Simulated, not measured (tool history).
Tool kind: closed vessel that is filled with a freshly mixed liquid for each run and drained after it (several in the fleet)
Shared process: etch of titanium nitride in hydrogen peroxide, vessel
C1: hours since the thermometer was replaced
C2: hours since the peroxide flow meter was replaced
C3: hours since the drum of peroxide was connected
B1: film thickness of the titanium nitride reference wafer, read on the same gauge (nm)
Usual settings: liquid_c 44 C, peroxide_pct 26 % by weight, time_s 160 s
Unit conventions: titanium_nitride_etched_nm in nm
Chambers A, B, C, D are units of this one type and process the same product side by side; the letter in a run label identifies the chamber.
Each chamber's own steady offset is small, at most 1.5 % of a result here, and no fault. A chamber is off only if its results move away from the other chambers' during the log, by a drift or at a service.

{"run": "1B", "hour": 6.9, "liquid_c": 44, "peroxide_pct": 26, "time_s": 160, "C1": 49.7, "C2": 958.4, "C3": 413, "B1": 69.996, "titanium_nitride_etched_nm": 7.0404}
{"run": "2D", "hour": 12.6, "liquid_c": 44, "peroxide_pct": 26, "time_s": 160, "C1": 1970.5, "C2": 223, "C3": 397, "B1": 70.005, "titanium_nitride_etched_nm": 6.9592}
{"hour": 18.2, "done": "chamber C: thermometer replaced"}
{"run": "3C", "hour": 19.8, "liquid_c": 44, "peroxide_pct": 26, "time_s": 160, "C1": 1.7, "C2": 864.6, "C3": 307.2, "B1": 69.984, "titanium_nitride_etched_nm": 7.0035}
{"run": "4A", "hour": 24.8, "liquid_c": 44, "peroxide_pct": 26, "time_s": 160, "C1": 1320.4, "C2": 1277.2, "C3": 32.8, "B1": 70.019, "titanium_nitride_etched_nm": 6.9889}
{"run": "5C", "hour": 35.3, "liquid_c": 44, "peroxide_pct": 26, "time_s": 160, "C1": 17.2, "C2": 880.1, "C3": 322.7, "B1": 70.022, "titanium_nitride_etched_nm": 6.978}
{"hour": 44.2, "done": "chamber A: peroxide flow meter replaced"}
{"run": "6D", "hour": 45.4, "liquid_c": 44, "peroxide_pct": 26, "time_s": 160, "C1": 2003.3, "C2": 255.8, "C3": 429.8, "B1": 69.992, "titanium_nitride_etched_nm": 6.8943}
{"run": "7A", "hour": 53.0, "liquid_c": 44, "peroxide_pct": 26, "time_s": 160, "C1": 1348.6, "C2": 8.8, "C3": 61, "B1": 70.038, "titanium_nitride_etched_nm": 6.9704}
{"run": "8B", "hour": 60.2, "liquid_c": 44, "peroxide_pct": 30, "time_s": 160, "C1": 103, "C2": 1011.7, "C3": 466.3, "B1": 70.011, "titanium_nitride_etched_nm": 7.2946}
{"hour": 62.6, "done": "chamber D: new drum of peroxide connected"}
{"run": "9B", "hour": 66.6, "liquid_c": 44, "peroxide_pct": 30, "time_s": 160, "C1": 109.4, "C2": 1018.1, "C3": 472.7, "B1": 70.012, "titanium_nitride_etched_nm": 7.3084}
{"run": "10D", "hour": 77.2, "liquid_c": 44, "peroxide_pct": 30, "time_s": 160, "C1": 2035.1, "C2": 287.6, "C3": 14.6, "B1": 69.961, "titanium_nitride_etched_nm": 7.1382}
{"run": "11C", "hour": 87.7, "liquid_c": 44, "peroxide_pct": 30, "time_s": 160, "C1": 69.6, "C2": 932.5, "C3": 375.1, "B1": 70.002, "titanium_nitride_etched_nm": 7.2528}
{"run": "12A", "hour": 95.4, "liquid_c": 44, "peroxide_pct": 26, "time_s": 160, "C1": 1391, "C2": 51.2, "C3": 103.4, "B1": 69.993, "titanium_nitride_etched_nm": 7.019}
{"run": "13D", "hour": 103.2, "liquid_c": 44, "peroxide_pct": 26, "time_s": 160, "C1": 2061.1, "C2": 313.6, "C3": 40.6, "B1": 70.035, "titanium_nitride_etched_nm": 6.9102}
{"run": "14B", "hour": 111.6, "liquid_c": 44, "peroxide_pct": 26, "time_s": 160, "C1": 154.4, "C2": 1063.1, "C3": 517.7, "B1": 70, "titanium_nitride_etched_nm": 7.0486}
{"run": "15A", "hour": 120.0, "liquid_c": 44, "peroxide_pct": 26, "time_s": 160, "C1": 1415.6, "C2": 75.8, "C3": 128, "B1": 70.024, "titanium_nitride_etched_nm": 6.9769}
{"run": "16C", "hour": 126.4, "liquid_c": 44, "peroxide_pct": 19.5, "time_s": 160, "C1": 108.3, "C2": 971.2, "C3": 413.8, "B1": 70.004, "titanium_nitride_etched_nm": 6.5748}
{"run": "17C", "hour": 134.1, "liquid_c": 44, "peroxide_pct": 19.5, "time_s": 160, "C1": 116, "C2": 978.9, "C3": 421.5, "B1": 70.005, "titanium_nitride_etched_nm": 6.6163}
{"run": "18D", "hour": 142.0, "liquid_c": 44, "peroxide_pct": 19.5, "time_s": 160, "C1": 2099.9, "C2": 352.4, "C3": 79.4, "B1": 69.978, "titanium_nitride_etched_nm": 6.5258}
{"run": "19B", "hour": 152.9, "liquid_c": 44, "peroxide_pct": 19.5, "time_s": 160, "C1": 195.7, "C2": 1104.4, "C3": 559, "B1": 69.988, "titanium_nitride_etched_nm": 6.6612}
{"run": "20A", "hour": 158.7, "liquid_c": 44, "peroxide_pct": 26, "time_s": 130, "C1": 1454.3, "C2": 114.5, "C3": 166.7, "B1": 69.996, "titanium_nitride_etched_nm": 5.713}
{"run": "21B", "hour": 164.4, "liquid_c": 44, "peroxide_pct": 26, "time_s": 130, "C1": 207.2, "C2": 1115.9, "C3": 570.5, "B1": 69.99, "titanium_nitride_etched_nm": 5.7195}
{"run": "22D", "hour": 172.4, "liquid_c": 44, "peroxide_pct": 26, "time_s": 130, "C1": 2130.3, "C2": 382.8, "C3": 109.8, "B1": 70.017, "titanium_nitride_etched_nm": 5.6351}
{"run": "23A", "hour": 181.4, "liquid_c": 44, "peroxide_pct": 26, "time_s": 130, "C1": 1477, "C2": 137.2, "C3": 189.4, "B1": 70.008, "titanium_nitride_etched_nm": 5.6556}
{"run": "24C", "hour": 187.3, "liquid_c": 39, "peroxide_pct": 21, "time_s": 160, "C1": 169.2, "C2": 1032.1, "C3": 474.7, "B1": 69.982, "titanium_nitride_etched_nm": 4.5675}
{"run": "25D", "hour": 192.9, "liquid_c": 39, "peroxide_pct": 21, "time_s": 160, "C1": 2150.8, "C2": 403.3, "C3": 130.3, "B1": 70.007, "titanium_nitride_etched_nm": 4.5032}
{"run": "26C", "hour": 198.7, "liquid_c": 39, "peroxide_pct": 21, "time_s": 160, "C1": 180.6, "C2": 1043.5, "C3": 486.1, "B1": 70.005, "titanium_nitride_etched_nm": 4.5437}
{"run": "27A", "hour": 204.1, "liquid_c": 39, "peroxide_pct": 21, "time_s": 160, "C1": 1499.7, "C2": 159.9, "C3": 212.1, "B1": 70.017, "titanium_nitride_etched_nm": 4.5293}
{"run": "28B", "hour": 212.7, "liquid_c": 44, "peroxide_pct": 26, "time_s": 160, "C1": 255.5, "C2": 1164.2, "C3": 618.8, "B1": 69.995, "titanium_nitride_etched_nm": 7.0599}
{"run": "29A", "hour": 217.7, "liquid_c": 44, "peroxide_pct": 26, "time_s": 160, "C1": 1513.3, "C2": 173.5, "C3": 225.7, "B1": 69.987, "titanium_nitride_etched_nm": 7.0237}
{"run": "30C", "hour": 224.1, "liquid_c": 44, "peroxide_pct": 26, "time_s": 160, "C1": 206, "C2": 1068.9, "C3": 511.5, "B1": 70.014, "titanium_nitride_etched_nm": 7.0236}
{"run": "31B", "hour": 232.6, "liquid_c": 44, "peroxide_pct": 30, "time_s": 160, "C1": 275.4, "C2": 1184.1, "C3": 638.7, "B1": 70.015, "titanium_nitride_etched_nm": 7.2651}
{"hour": 234.8, "done": "chamber D: thermometer replaced"}
{"run": "32D", "hour": 239.5, "liquid_c": 44, "peroxide_pct": 30, "time_s": 160, "C1": 4.8, "C2": 449.9, "C3": 176.9, "B1": 70.005, "titanium_nitride_etched_nm": 7.1226}
{"run": "33A", "hour": 249.4, "liquid_c": 44, "peroxide_pct": 30, "time_s": 160, "C1": 1545, "C2": 205.2, "C3": 257.4, "B1": 70.013, "titanium_nitride_etched_nm": 7.2371}
{"run": "34D", "hour": 259.6, "liquid_c": 44, "peroxide_pct": 30, "time_s": 160, "C1": 24.9, "C2": 470, "C3": 197, "B1": 70.023, "titanium_nitride_etched_nm": 7.1654}
{"run": "35B", "hour": 265.1, "liquid_c": 44, "peroxide_pct": 26, "time_s": 160, "C1": 307.9, "C2": 1216.6, "C3": 671.2, "B1": 70.012, "titanium_nitride_etched_nm": 7.0693}
{"run": "36C", "hour": 269.9, "liquid_c": 44, "peroxide_pct": 26, "time_s": 160, "C1": 251.8, "C2": 1114.7, "C3": 557.3, "B1": 69.99, "titanium_nitride_etched_nm": 7.0342}

Predict what each chamber gives when all 4 of them run the settings below next.
{"run": "37A", "hour": 277.8, "liquid_c": 34.5, "peroxide_pct": 26, "time_s": 160, "titanium_nitride_etched_nm": "?"}
{"run": "37B", "hour": 277.8, "liquid_c": 34.5, "peroxide_pct": 26, "time_s": 160, "titanium_nitride_etched_nm": "?"}
{"run": "37C", "hour": 277.8, "liquid_c": 34.5, "peroxide_pct": 26, "time_s": 160, "titanium_nitride_etched_nm": "?"}
{"run": "37D", "hour": 277.8, "liquid_c": 34.5, "peroxide_pct": 26, "time_s": 160, "titanium_nitride_etched_nm": "?"}

run=37A titanium_nitride_etched_nm=3.3628
run=37B titanium_nitride_etched_nm=3.3984
run=37C titanium_nitride_etched_nm=3.3285
run=37D titanium_nitride_etched_nm=3.2809

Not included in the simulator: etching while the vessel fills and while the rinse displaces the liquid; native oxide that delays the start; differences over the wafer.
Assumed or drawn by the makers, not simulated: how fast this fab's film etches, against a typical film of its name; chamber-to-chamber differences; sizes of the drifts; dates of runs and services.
